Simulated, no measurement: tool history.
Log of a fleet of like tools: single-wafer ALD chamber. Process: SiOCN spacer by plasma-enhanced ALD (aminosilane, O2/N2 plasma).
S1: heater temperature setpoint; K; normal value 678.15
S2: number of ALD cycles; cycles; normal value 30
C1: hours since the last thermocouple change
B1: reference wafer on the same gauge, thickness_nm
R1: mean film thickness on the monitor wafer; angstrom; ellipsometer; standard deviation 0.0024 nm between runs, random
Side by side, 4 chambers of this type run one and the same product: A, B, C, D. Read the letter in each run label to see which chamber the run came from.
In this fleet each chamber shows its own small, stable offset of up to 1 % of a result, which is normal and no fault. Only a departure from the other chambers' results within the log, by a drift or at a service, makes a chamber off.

run 1B hour=10.5 | S1=678.15 S2=30 | C1=1721.6 | B1=1.6099 | R1=17.691
run 2C hour=22.2 | S1=678.15 S2=30 | C1=724.3 | B1=1.6094 | R1=17.784
run 3A hour=32.1 | S1=678.15 S2=30 | C1=455.4 | B1=1.6090 | R1=17.922
run 4D hour=42.6 | S1=678.15 S2=30 | C1=2620.8 | B1=1.6085 | R1=17.992
run 5D hour=50.3 | S1=684.15 S2=27 | C1=2628.5 | B1=1.6078 | R1=15.850
-- hour=56.9 chamber D: thermocouple changed; heater temperature recalibrated
run 6B hour=58.3 | S1=684.15 S2=27 | C1=1769.4 | B1=1.6081 | R1=15.582
run 7C hour=65.4 | S1=684.15 S2=27 | C1=767.5 | B1=1.6079 | R1=15.736
run 8A hour=74.3 | S1=684.15 S2=27 | C1=497.6 | B1=1.6079 | R1=15.834
run 9A hour=83.3 | S1=678.15 S2=30 | C1=506.6 | B1=1.6069 | R1=17.893
run 10B hour=89.6 | S1=678.15 S2=30 | C1=1800.7 | B1=1.6071 | R1=17.630
run 11C hour=95.9 | S1=678.15 S2=30 | C1=798.0 | B1=1.6068 | R1=17.761
run 12D hour=102.6 | S1=678.15 S2=30 | C1=45.8 | B1=1.6069 | R1=17.961
run 13A hour=110.1 | S1=678.15 S2=30 | C1=533.4 | B1=1.6063 | R1=17.900
run 14B hour=120.7 | S1=678.15 S2=30 | C1=1831.8 | B1=1.6062 | R1=17.652
run 15C hour=126.8 | S1=678.15 S2=30 | C1=828.9 | B1=1.6064 | R1=17.775
run 16D hour=137.8 | S1=678.15 S2=30 | C1=81.0 | B1=1.6060 | R1=17.881
run 17C hour=146.1 | S1=668.15 S2=34 | C1=848.2 | B1=1.6055 | R1=20.378
run 18D hour=155.4 | S1=668.15 S2=34 | C1=98.6 | B1=1.6053 | R1=20.620
run 19B hour=162.0 | S1=668.15 S2=34 | C1=1873.1 | B1=1.6047 | R1=20.333
run 20A hour=171.9 | S1=668.15 S2=34 | C1=595.2 | B1=1.6052 | R1=20.563
run 21B hour=180.6 | S1=678.15 S2=30 | C1=1891.7 | B1=1.6042 | R1=17.626
run 22C hour=190.0 | S1=664.15 S2=24 | C1=892.1 | B1=1.6042 | R1=14.350
run 23D hour=199.8 | S1=664.15 S2=24 | C1=143.0 | B1=1.6042 | R1=14.549
run 24A hour=211.4 | S1=664.15 S2=24 | C1=634.7 | B1=1.6033 | R1=14.496
run 25B hour=222.7 | S1=664.15 S2=24 | C1=1933.8 | B1=1.6030 | R1=14.292
run 26D hour=229.4 | S1=678.15 S2=30 | C1=172.6 | B1=1.6028 | R1=17.910
run 27C hour=237.0 | S1=678.15 S2=30 | C1=939.1 | B1=1.6034 | R1=17.719
run 28A hour=246.0 | S1=678.15 S2=30 | C1=669.3 | B1=1.6023 | R1=17.853
run 29D hour=251.7 | S1=678.15 S2=30 | C1=194.9 | B1=1.6023 | R1=17.875
run 30A hour=261.0 | S1=678.15 S2=30 | C1=684.3 | B1=1.6018 | R1=17.861
run 31C hour=267.7 | S1=678.15 S2=30 | C1=969.8 | B1=1.6020 | R1=17.712
run 32B hour=275.7 | S1=678.15 S2=30 | C1=1986.8 | B1=1.6017 | R1=17.594

Decide between three cases: one chamber stands off from its peers, the gauge reading all wafers drifts, or nothing is wrong past each chamber's small offset. Where a chamber is off, say which and what most likely put it there.

The gauge drifts, so all chambers seem to drift together. No chamber is off.
Most likely cause: gauge reads low (%) = 0.548.
